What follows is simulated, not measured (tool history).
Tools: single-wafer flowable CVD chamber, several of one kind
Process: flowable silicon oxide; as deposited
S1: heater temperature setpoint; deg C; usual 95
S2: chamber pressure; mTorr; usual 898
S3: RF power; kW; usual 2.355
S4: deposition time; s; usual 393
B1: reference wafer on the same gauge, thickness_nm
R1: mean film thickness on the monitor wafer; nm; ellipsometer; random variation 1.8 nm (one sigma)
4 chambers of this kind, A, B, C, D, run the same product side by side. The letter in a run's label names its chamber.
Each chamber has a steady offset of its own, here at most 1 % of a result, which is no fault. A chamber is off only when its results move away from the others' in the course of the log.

run   hour   S1    S2     S3   S4      B1      R1
 1A   14.9   95   898  2.355  393     397  334.54
 2C   24.1   95   898  2.355  393  397.17  337.93
 3D   36.4   95   898  2.355  393  397.16  341.81
 4B   51.7   95   898  2.355  393  397.16  336.43
 5D     60   95   898  2.355  393  397.14  339.66
      64.2  -- chamber B: RF generator calibrated
 6C   69.6   95   898  2.355  393  397.75  339.55
 7A   78.9   95   898  2.355  393   397.1  335.42
 8B   87.8   95   898  2.355  393  397.04  339.16
      92.4  -- chamber A: capacitance manometer re-zeroed and calibrated
 9D     99   95   898  2.355  393  396.83  340.59
     102.7  -- chamber B: capacitance manometer re-zeroed and calibrated
10A  109.1   95   898  2.355  393  397.39  335.99
11C  118.1   95   898  2.355  393  397.08  340.36
12B  134.4  108   898  2.355  393  396.49  220.09
13D  143.9  108   898  2.355  393  396.76  221.46
14A  158.9  108   898  2.355  393  396.92  221.88
15C    171  108   898  2.355  393   396.4  219.27
16B  181.3   95   898  2.355  393  396.98  338.21
17B  190.4   95   898  2.355  393  397.59  338.79
18D    201   95   898  2.355  393  396.96  336.11
19A  215.6   95   898  2.355  393  397.13  337.51
20C  224.7   95   898  2.355  393  396.89  341.64
21D    234  109  1004  2.355  393  397.14  247.14
22B  241.2  109  1004  2.355  393  397.28  245.03
23A  248.8  109  1004  2.355  393  396.63  244.54
       256  -- chamber C: RF generator calibrated
     257.5  -- chamber D: thermocouple changed; heater temperature recalibrated
24C  259.2  109  1004  2.355  393  396.78  246.67
25D  270.6   95   898  2.355  393  397.21  338.22
26A  282.5   95   898  2.355  393   396.7  337.45
27B  292.8   95   898  2.355  393  396.75  341.28
28C  308.5   95   692  2.355  393  396.95  244.57
29B  323.9   95   692  2.355  393  396.88  234.61
30C  339.4   95   692  2.355  393  397.36  246.26
31D  348.4   95   692  2.355  393  397.14   239.9
32A  356.3   95   898  2.005  393     397  327.76
33D  369.7   95   898  2.005  393   396.9  330.97
34A  381.7   95   898  2.005  393  397.03  325.82
35B  391.9   95   898  2.005  393  396.92  326.02
36C  399.4   95   898  2.355  393  396.84  348.36
37A  410.4   95   898  2.355  393  396.79  338.35
38B  423.7   95   898  2.355  393  396.62   337.9
39C  439.6   95   898  2.355  393  397.38  349.08
40D  452.4   95   898  2.355  393   396.9  338.09
41B  462.1   86   898  2.355  440  397.53  497.08
42C  478.4   86   898  2.355  440  396.98  521.41
43D  489.9   86   898  2.355  440  396.92  504.99

What goes on in this fleet: one chamber off, a drifting gauge, or nothing beyond the chambers' own small offsets? Name the chamber and the cause, if any.

Chamber C drifts away from the others.
Cause: wafer temperature below the value expected at the setpoint (K) = 1.35.
The log may not tell that from: true pressure above the setpoint (%).

Here are 4 candidates for chamber C's next run, each the usual settings with a change, their results left as question marks. Which one brings its results back in line with what the others give on the usual settings?
In line means no further than this from the other chambers' mean on the usual settings: R1 6.3 nm
44C-1  501.5  93  913   2.36  393       ?
44C-2  501.5  95  838  2.355  393       ?
44C-3  501.5  94  906  2.355  395       ?
44C-4  501.5  96  889  2.355  393       ?

The other chambers' mean on the usual settings: R1 337.7 nm
  run      R1
44C-1  385.27
44C-2  323.26
44C-3  370.71
44C-4  336.97
44C-4 brings the chamber back in line.
